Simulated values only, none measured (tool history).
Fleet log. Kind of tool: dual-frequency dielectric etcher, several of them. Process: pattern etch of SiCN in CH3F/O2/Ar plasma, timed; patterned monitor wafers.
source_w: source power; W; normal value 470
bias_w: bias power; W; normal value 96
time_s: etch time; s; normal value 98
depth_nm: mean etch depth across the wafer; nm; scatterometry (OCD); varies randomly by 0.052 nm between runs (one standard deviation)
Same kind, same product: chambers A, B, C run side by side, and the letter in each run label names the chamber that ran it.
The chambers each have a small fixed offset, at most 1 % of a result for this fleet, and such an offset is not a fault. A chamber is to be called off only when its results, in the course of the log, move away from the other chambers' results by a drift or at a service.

run	hour	source_w	bias_w	time_s	read-back reference wafer on the same gauge, depth_nm	depth_nm
1B	4.2	470	96	98	41.488	43.354
2C	12.3	470	96	98	41.496	43.747
3A	19.8	470	96	98	41.484	43.489
4A	24.9	470	96	98	41.482	43.58
5B	34.1	470	96	98	41.465	43.159
6C	41.7	470	96	98	41.461	43.722
7C	46.4	470	96	98	41.462	43.793
8A	51.9	470	96	80.5	41.458	35.699
9B	61.2	470	96	80.5	41.449	35.507
10C	70.2	470	96	80.5	41.429	35.765
11B	75.3	470	96	98	41.429	43.097
12A	81.8	470	96	98	41.423	43.427
13B	90.9	470	96	98	41.404	43.085
14A	97.3	470	96	98	41.415	43.469
15C	104.6	470	83	120.5	41.411	50.979
16B	109	470	83	120.5	41.396	50.31
17C	115.5	470	83	120.5	41.394	50.925
18A	124	470	96	98	41.384	43.363
19B	131.2	470	96	98	41.383	43.061
20A	137	470	96	98	41.372	43.408
# hour 144.2: chamber C: wet clean of the chamber
21C	145.4	470	96	98	41.348	43.671
22B	153.3	550	79	98	41.369	42.513
23C	158	550	79	98	41.349	43.146
24A	164.3	550	79	98	41.346	42.905
25C	170.6	470	96	98	41.325	43.58
26A	178.9	470	96	98	41.323	43.272
27B	184.8	470	96	98	41.325	42.976
28A	191	470	96	98	41.31	43.277
29C	200.6	470	96	98	41.332	43.572
30B	204.7	470	96	98	41.316	43.146
31B	213.3	470	96	98	41.305	42.992

Next, all 3 chambers run the settings below, one line each with question marks for the results. What does each chamber give?
32A	220.1	470	96	98		?
32B	220.1	470	96	98		?
32C	220.1	470	96	98		?

run	depth_nm
32A	43.396
32B	43.05
32C	43.563

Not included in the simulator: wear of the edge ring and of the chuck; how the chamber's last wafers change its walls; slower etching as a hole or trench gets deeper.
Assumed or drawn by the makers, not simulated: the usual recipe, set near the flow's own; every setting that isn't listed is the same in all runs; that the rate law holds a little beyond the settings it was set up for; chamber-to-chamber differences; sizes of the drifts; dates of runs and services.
